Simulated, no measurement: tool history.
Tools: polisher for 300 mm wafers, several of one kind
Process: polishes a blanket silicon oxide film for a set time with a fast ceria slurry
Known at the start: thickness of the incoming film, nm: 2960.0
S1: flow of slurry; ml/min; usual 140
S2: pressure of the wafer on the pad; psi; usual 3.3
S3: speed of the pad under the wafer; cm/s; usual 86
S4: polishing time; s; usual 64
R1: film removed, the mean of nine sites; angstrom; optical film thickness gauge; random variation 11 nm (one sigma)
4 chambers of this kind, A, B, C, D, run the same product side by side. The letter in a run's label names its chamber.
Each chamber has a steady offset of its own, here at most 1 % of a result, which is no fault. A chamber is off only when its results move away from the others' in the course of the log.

Run 1A, day 0.292: usual settings. Result: R1 10481 angstrom.
At day 0.425: chamber D: worn pad replaced by a new one.
Run 2B, day 0.646: usual settings. Result: R1 10432 angstrom.
Run 3D, day 0.938: usual settings. Result: R1 10461 angstrom.
At day 0.996: chamber B: worn pad replaced by a new one.
At day 1.312: chamber A: slurry nozzle cleaned.
Run 4C, day 1.379: usual settings. Result: R1 10431 angstrom.
At day 1.4: chamber B: head pressure recalibrated.
Run 5B, day 1.671: usual settings. Result: R1 10314 angstrom.
Run 6D, day 1.958: usual settings. Result: R1 10654 angstrom.
At day 1.979: chamber A: worn pad replaced by a new one.
Run 7C, day 2.408: usual settings but S3 106 cm/s. Result: R1 12968 angstrom.
At day 2.45: chamber C: head pressure recalibrated.
Run 8A, day 2.792: usual settings but S3 106 cm/s. Result: R1 13016 angstrom.
Run 9C, day 3.296: usual settings but S3 106 cm/s. Result: R1 12942 angstrom.
At day 3.75: chamber B: worn pad replaced by a new one.
Run 10A, day 3.783: usual settings but S3 106 cm/s. Result: R1 12720 angstrom.
Run 11B, day 4.083: usual settings. Result: R1 10395 angstrom.
At day 4.162: chamber C: worn pad replaced by a new one.
Run 12D, day 4.517: usual settings. Result: R1 10572 angstrom.
At day 4.738: chamber D: worn pad replaced by a new one.
Run 13B, day 4.908: usual settings. Result: R1 10596 angstrom.
Run 14C, day 5.321: usual settings. Result: R1 10244 angstrom.
Run 15A, day 5.608: usual settings. Result: R1 10540 angstrom.
At day 6.062: chamber A: worn pad replaced by a new one.
Run 16D, day 6.079: usual settings. Result: R1 10379 angstrom.
Run 17A, day 6.438: usual settings but S1 165 ml/min, S2 3.7 psi. Result: R1 12138 angstrom.
At day 6.542: chamber C: slurry nozzle cleaned.
At day 6.692: chamber B: worn pad replaced by a new one.
Run 18C, day 6.725: usual settings but S1 165 ml/min, S2 3.7 psi. Result: R1 11945 angstrom.
Run 19B, day 7.2: usual settings but S1 165 ml/min, S2 3.7 psi. Result: R1 11988 angstrom.
Run 20D, day 7.588: usual settings but S1 165 ml/min, S2 3.7 psi. Result: R1 12277 angstrom.
Run 21D, day 8.033: usual settings. Result: R1 10487 angstrom.
Run 22C, day 8.388: usual settings. Result: R1 10558 angstrom.
Run 23A, day 8.654: usual settings. Result: R1 10292 angstrom.
Run 24B, day 8.996: usual settings. Result: R1 10445 angstrom.
Run 25A, day 9.258: usual settings but S2 2.3 psi. Result: R1 7351.6 angstrom.
At day 9.35: chamber B: worn pad replaced by a new one.
At day 9.412: chamber A: worn pad replaced by a new one.
Run 26D, day 9.496: usual settings but S2 2.3 psi. Result: R1 7380.1 angstrom.
Run 27C, day 9.971: usual settings but S2 2.3 psi. Result: R1 7297 angstrom.
At day 10.008: chamber D: worn pad replaced by a new one.
Run 28B, day 10.225: usual settings but S2 2.3 psi. Result: R1 7323.5 angstrom.
At day 10.467: chamber C: worn pad replaced by a new one.
Run 29A, day 10.683: usual settings. Result: R1 10454 angstrom.
At day 10.688: chamber B: slurry nozzle cleaned.
At day 10.75: chamber A: slurry nozzle cleaned.
At day 10.912: chamber D: slurry nozzle cleaned.
Run 30D, day 11.221: usual settings. Result: R1 10570 angstrom.
Run 31C, day 11.488: usual settings. Result: R1 10335 angstrom.
Run 32B, day 11.804: usual settings. Result: R1 10513 angstrom.
Run 33B, day 12.171: usual settings. Result: R1 10409 angstrom.
At day 12.579: chamber B: worn pad replaced by a new one.
Run 34D, day 12.675: usual settings. Result: R1 10353 angstrom.
Run 35C, day 12.946: usual settings. Result: R1 10335 angstrom.
Run 36A, day 13.246: usual settings but S1 115 ml/min. Result: R1 10262 angstrom.
At day 13.525: chamber A: worn pad replaced by a new one.
Run 37A, day 13.646: usual settings but S1 115 ml/min. Result: R1 10154 angstrom.
Run 38B, day 13.938: usual settings but S1 115 ml/min. Result: R1 10197 angstrom.
Run 39D, day 14.204: usual settings but S1 115 ml/min. Result: R1 10093 angstrom.
Run 40C, day 14.625: usual settings. Result: R1 10299 angstrom.

Next, every chamber runs the same settings. What will each give?
Run 41A, day 15.021: usual settings. Result: R1 ?.
Run 41B, day 15.021: usual settings. Result: R1 ?.
Run 41C, day 15.021: usual settings. Result: R1 ?.
Run 41D, day 15.021: usual settings. Result: R1 ?.

run     R1
41A  10576
41B  10495
41C  10506
41D  10509
